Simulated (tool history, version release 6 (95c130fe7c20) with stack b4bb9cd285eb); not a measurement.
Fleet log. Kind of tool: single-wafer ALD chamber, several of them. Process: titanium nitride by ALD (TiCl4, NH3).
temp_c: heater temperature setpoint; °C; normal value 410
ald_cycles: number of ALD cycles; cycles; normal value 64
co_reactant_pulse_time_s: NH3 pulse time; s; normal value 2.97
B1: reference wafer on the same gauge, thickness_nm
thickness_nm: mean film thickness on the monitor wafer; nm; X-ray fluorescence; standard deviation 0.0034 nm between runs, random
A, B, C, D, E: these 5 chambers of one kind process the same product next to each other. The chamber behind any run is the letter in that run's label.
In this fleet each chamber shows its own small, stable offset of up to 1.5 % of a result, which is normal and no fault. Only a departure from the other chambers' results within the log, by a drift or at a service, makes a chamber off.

run 1B day=0.321 | temp_c=410 ald_cycles=64 co_reactant_pulse_time_s=2.97 | B1=1.1705 | thickness_nm=1.4289
run 2A day=0.512 | temp_c=410 ald_cycles=64 co_reactant_pulse_time_s=2.97 | B1=1.1698 | thickness_nm=1.4262
run 3D day=0.833 | temp_c=410 ald_cycles=64 co_reactant_pulse_time_s=2.97 | B1=1.1703 | thickness_nm=1.4271
run 4E day=1.162 | temp_c=410 ald_cycles=64 co_reactant_pulse_time_s=2.97 | B1=1.1700 | thickness_nm=1.4464
run 5C day=1.396 | temp_c=410 ald_cycles=64 co_reactant_pulse_time_s=2.97 | B1=1.1704 | thickness_nm=1.4340
run 6A day=1.692 | temp_c=410 ald_cycles=64 co_reactant_pulse_time_s=2.97 | B1=1.1700 | thickness_nm=1.4206
run 7C day=1.942 | temp_c=410 ald_cycles=64 co_reactant_pulse_time_s=2.97 | B1=1.1697 | thickness_nm=1.4278
run 8D day=2.275 | temp_c=410 ald_cycles=64 co_reactant_pulse_time_s=2.97 | B1=1.1703 | thickness_nm=1.4305
run 9E day=2.508 | temp_c=410 ald_cycles=64 co_reactant_pulse_time_s=2.97 | B1=1.1704 | thickness_nm=1.4552
run 10B day=2.658 | temp_c=410 ald_cycles=64 co_reactant_pulse_time_s=2.97 | B1=1.1702 | thickness_nm=1.4335
run 11D day=2.917 | temp_c=410 ald_cycles=64 co_reactant_pulse_time_s=2.97 | B1=1.1702 | thickness_nm=1.4343
run 12B day=3.221 | temp_c=410 ald_cycles=64 co_reactant_pulse_time_s=2.97 | B1=1.1703 | thickness_nm=1.4327
run 13E day=3.550 | temp_c=410 ald_cycles=64 co_reactant_pulse_time_s=2.97 | B1=1.1693 | thickness_nm=1.4505
run 14C day=3.721 | temp_c=410 ald_cycles=57 co_reactant_pulse_time_s=2.97 | B1=1.1700 | thickness_nm=1.2687
run 15A day=4.021 | temp_c=410 ald_cycles=57 co_reactant_pulse_time_s=2.97 | B1=1.1700 | thickness_nm=1.2709
run 16A day=4.200 | temp_c=410 ald_cycles=57 co_reactant_pulse_time_s=2.97 | B1=1.1698 | thickness_nm=1.2720
run 17B day=4.504 | temp_c=410 ald_cycles=57 co_reactant_pulse_time_s=2.97 | B1=1.1705 | thickness_nm=1.2815
run 18D day=4.738 | temp_c=410 ald_cycles=57 co_reactant_pulse_time_s=2.97 | B1=1.1700 | thickness_nm=1.2710
run 19C day=5.021 | temp_c=415 ald_cycles=69 co_reactant_pulse_time_s=2.97 | B1=1.1700 | thickness_nm=1.5395
run 20E day=5.288 | temp_c=415 ald_cycles=69 co_reactant_pulse_time_s=2.97 | B1=1.1706 | thickness_nm=1.5677
run 21A day=5.504 | temp_c=415 ald_cycles=69 co_reactant_pulse_time_s=2.97 | B1=1.1701 | thickness_nm=1.5362
run 22D day=5.708 | temp_c=415 ald_cycles=69 co_reactant_pulse_time_s=2.97 | B1=1.1700 | thickness_nm=1.5428
run 23E day=5.954 | temp_c=415 ald_cycles=69 co_reactant_pulse_time_s=2.97 | B1=1.1701 | thickness_nm=1.5617
run 24B day=6.108 | temp_c=418 ald_cycles=64 co_reactant_pulse_time_s=2.97 | B1=1.1697 | thickness_nm=1.4396
run 25C day=6.379 | temp_c=418 ald_cycles=64 co_reactant_pulse_time_s=2.97 | B1=1.1700 | thickness_nm=1.4315
run 26B day=6.529 | temp_c=418 ald_cycles=64 co_reactant_pulse_time_s=2.97 | B1=1.1705 | thickness_nm=1.4336
run 27C day=6.821 | temp_c=418 ald_cycles=64 co_reactant_pulse_time_s=2.97 | B1=1.1692 | thickness_nm=1.4274
run 28D day=7.158 | temp_c=418 ald_cycles=64 co_reactant_pulse_time_s=2.97 | B1=1.1688 | thickness_nm=1.4306
run 29A day=7.488 | temp_c=410 ald_cycles=64 co_reactant_pulse_time_s=2.97 | B1=1.1697 | thickness_nm=1.4358
run 30E day=7.721 | temp_c=410 ald_cycles=64 co_reactant_pulse_time_s=2.97 | B1=1.1701 | thickness_nm=1.4521
run 31A day=8.033 | temp_c=403 ald_cycles=54 co_reactant_pulse_time_s=2.97 | B1=1.1696 | thickness_nm=1.2023
run 32D day=8.317 | temp_c=403 ald_cycles=54 co_reactant_pulse_time_s=2.97 | B1=1.1699 | thickness_nm=1.2026
run 33B day=8.525 | temp_c=403 ald_cycles=54 co_reactant_pulse_time_s=2.97 | B1=1.1698 | thickness_nm=1.2078
run 34E day=8.771 | temp_c=403 ald_cycles=54 co_reactant_pulse_time_s=2.97 | B1=1.1703 | thickness_nm=1.2231
run 35C day=9.067 | temp_c=403 ald_cycles=54 co_reactant_pulse_time_s=2.97 | B1=1.1696 | thickness_nm=1.2021
run 36C day=9.367 | temp_c=410 ald_cycles=64 co_reactant_pulse_time_s=2.97 | B1=1.1699 | thickness_nm=1.4297
run 37E day=9.529 | temp_c=410 ald_cycles=64 co_reactant_pulse_time_s=2.97 | B1=1.1702 | thickness_nm=1.4502
run 38D day=9.746 | temp_c=410 ald_cycles=64 co_reactant_pulse_time_s=2.97 | B1=1.1704 | thickness_nm=1.4273
run 39B day=10.042 | temp_c=410 ald_cycles=64 co_reactant_pulse_time_s=2.97 | B1=1.1695 | thickness_nm=1.4310
run 40A day=10.212 | temp_c=410 ald_cycles=64 co_reactant_pulse_time_s=2.97 | B1=1.1704 | thickness_nm=1.4252

Is one chamber out of step, is the gauge drifting, or do the chambers differ by no more than their own small offsets? For an off chamber, give its letter and the likeliest cause.

No chamber is off and the gauge is stable; the differences are just each chamber's small, constant offset.

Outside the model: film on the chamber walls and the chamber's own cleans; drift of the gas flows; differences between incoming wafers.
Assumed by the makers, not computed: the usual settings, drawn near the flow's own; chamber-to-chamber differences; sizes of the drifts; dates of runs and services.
